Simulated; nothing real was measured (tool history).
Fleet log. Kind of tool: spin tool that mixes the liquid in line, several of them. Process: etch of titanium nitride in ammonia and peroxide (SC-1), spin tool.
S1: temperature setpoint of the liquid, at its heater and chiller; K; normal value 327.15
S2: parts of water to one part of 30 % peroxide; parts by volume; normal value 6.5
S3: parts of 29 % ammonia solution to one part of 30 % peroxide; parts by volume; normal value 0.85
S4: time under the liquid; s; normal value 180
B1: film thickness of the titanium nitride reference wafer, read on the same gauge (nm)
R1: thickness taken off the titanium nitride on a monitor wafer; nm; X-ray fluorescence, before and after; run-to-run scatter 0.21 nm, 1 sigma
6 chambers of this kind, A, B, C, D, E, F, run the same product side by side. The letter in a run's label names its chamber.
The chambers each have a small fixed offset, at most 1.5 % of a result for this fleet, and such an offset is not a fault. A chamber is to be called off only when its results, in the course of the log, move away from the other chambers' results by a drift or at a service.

-- hour=3.8 chamber B: heated supply line repaired
run 1B hour=5.8 | S1=327.15 S2=6.5 S3=0.85 S4=180 | B1=129.98 | R1=33.366
-- hour=11.0 chamber C: new drum of ammonia solution connected
run 2D hour=13.9 | S1=327.15 S2=6.5 S3=0.85 S4=180 | B1=130.01 | R1=34.134
-- hour=19.1 chamber F: ammonia flow meter replaced
run 3A hour=24.7 | S1=327.15 S2=6.5 S3=0.85 S4=180 | B1=130.00 | R1=32.779
-- hour=26.5 chamber C: heated supply line repaired
run 4C hour=36.2 | S1=327.15 S2=6.5 S3=0.85 S4=180 | B1=130.02 | R1=33.738
run 5E hour=46.9 | S1=327.15 S2=8.5 S3=0.85 S4=180 | B1=129.97 | R1=28.941
-- hour=49.4 chamber F: new drum of ammonia solution connected
-- hour=51.4 chamber E: ammonia flow meter replaced
run 6F hour=57.2 | S1=327.15 S2=8.5 S3=0.85 S4=180 | B1=130.07 | R1=29.368
run 7E hour=66.3 | S1=327.15 S2=8.5 S3=0.85 S4=180 | B1=130.03 | R1=29.618
run 8D hour=74.2 | S1=327.15 S2=8.5 S3=0.85 S4=180 | B1=130.02 | R1=29.826
run 9C hour=85.9 | S1=327.15 S2=8.5 S3=0.85 S4=180 | B1=129.99 | R1=29.952
run 10A hour=91.7 | S1=327.15 S2=8.5 S3=0.85 S4=180 | B1=130.04 | R1=29.199
run 11F hour=102.2 | S1=327.15 S2=6.5 S3=0.85 S4=180 | B1=129.98 | R1=34.078
run 12B hour=110.1 | S1=327.15 S2=6.5 S3=0.85 S4=180 | B1=129.96 | R1=33.109
run 13E hour=115.5 | S1=327.15 S2=6.5 S3=0.85 S4=180 | B1=129.93 | R1=33.394
run 14D hour=121.7 | S1=327.15 S2=6.5 S3=0.85 S4=180 | B1=129.98 | R1=34.079
run 15B hour=127.8 | S1=327.15 S2=6.5 S3=0.85 S4=180 | B1=130.01 | R1=33.301
run 16C hour=134.4 | S1=327.15 S2=6.5 S3=0.85 S4=180 | B1=129.97 | R1=33.636
run 17A hour=140.7 | S1=327.15 S2=6.5 S3=0.85 S4=180 | B1=130.01 | R1=33.338
run 18F hour=150.5 | S1=327.15 S2=6.5 S3=0.85 S4=180 | B1=130.00 | R1=33.800
run 19B hour=161.4 | S1=327.15 S2=6.5 S3=0.85 S4=180 | B1=129.97 | R1=33.534
run 20A hour=168.5 | S1=331.15 S2=5.0 S3=0.85 S4=180 | B1=130.04 | R1=49.249
run 21E hour=179.9 | S1=331.15 S2=5.0 S3=0.85 S4=180 | B1=130.04 | R1=49.294
run 22D hour=190.8 | S1=331.15 S2=5.0 S3=0.85 S4=180 | B1=130.00 | R1=49.221
run 23C hour=200.8 | S1=331.15 S2=5.0 S3=0.85 S4=180 | B1=129.93 | R1=49.182
-- hour=203.1 chamber E: new drum of ammonia solution connected
run 24F hour=206.3 | S1=331.15 S2=5.0 S3=0.85 S4=180 | B1=130.00 | R1=48.979
run 25A hour=215.0 | S1=331.15 S2=5.0 S3=0.85 S4=180 | B1=129.99 | R1=49.510
run 26F hour=222.0 | S1=327.15 S2=6.5 S3=0.85 S4=180 | B1=130.02 | R1=33.809
run 27C hour=231.7 | S1=327.15 S2=6.5 S3=0.85 S4=180 | B1=129.99 | R1=33.692
run 28D hour=237.1 | S1=318.65 S2=6.5 S3=0.85 S4=180 | B1=130.05 | R1=18.770
-- hour=238.7 chamber A: new drum of ammonia solution connected
run 29B hour=242.1 | S1=318.65 S2=6.5 S3=0.85 S4=180 | B1=130.01 | R1=18.263
run 30E hour=248.5 | S1=318.65 S2=6.5 S3=0.85 S4=180 | B1=130.02 | R1=18.422
-- hour=251.9 chamber D: heated supply line repaired
run 31A hour=253.6 | S1=318.65 S2=6.5 S3=0.85 S4=180 | B1=130.05 | R1=18.184
run 32F hour=260.5 | S1=318.65 S2=6.5 S3=0.85 S4=180 | B1=130.00 | R1=18.537
-- hour=263.1 chamber E: heated supply line repaired
run 33B hour=266.7 | S1=318.65 S2=6.5 S3=0.85 S4=180 | B1=129.96 | R1=18.300
-- hour=267.3 chamber A: heated supply line repaired
run 34E hour=274.0 | S1=327.15 S2=6.5 S3=0.85 S4=180 | B1=130.01 | R1=33.442
run 35C hour=284.2 | S1=327.15 S2=6.5 S3=0.85 S4=180 | B1=129.97 | R1=33.731
run 36D hour=291.7 | S1=327.15 S2=6.5 S3=0.85 S4=180 | B1=130.03 | R1=33.802
run 37F hour=298.8 | S1=327.15 S2=6.5 S3=0.85 S4=180 | B1=129.99 | R1=33.871
run 38C hour=309.1 | S1=327.15 S2=6.5 S3=0.85 S4=180 | B1=130.05 | R1=33.602
run 39A hour=316.3 | S1=327.15 S2=6.5 S3=0.85 S4=180 | B1=130.01 | R1=33.395
run 40D hour=324.8 | S1=327.15 S2=6.5 S3=0.85 S4=180 | B1=130.02 | R1=33.925
run 41E hour=333.4 | S1=327.15 S2=6.5 S3=0.85 S4=180 | B1=129.98 | R1=33.656

For the next run the whole fleet of 6 chambers uses the same settings. Give each chamber's results:
run 42A hour=341.7 | S1=327.15 S2=6.5 S3=0.85 S4=180 | R1=?
run 42B hour=341.7 | S1=327.15 S2=6.5 S3=0.85 S4=180 | R1=?
run 42C hour=341.7 | S1=327.15 S2=6.5 S3=0.85 S4=180 | R1=?
run 42D hour=341.7 | S1=327.15 S2=6.5 S3=0.85 S4=180 | R1=?
run 42E hour=341.7 | S1=327.15 S2=6.5 S3=0.85 S4=180 | R1=?
run 42F hour=341.7 | S1=327.15 S2=6.5 S3=0.85 S4=180 | R1=?

run=42A R1=33.029
run=42B R1=33.130
run=42C R1=33.210
run=42D R1=33.480
run=42E R1=33.697
run=42F R1=33.617
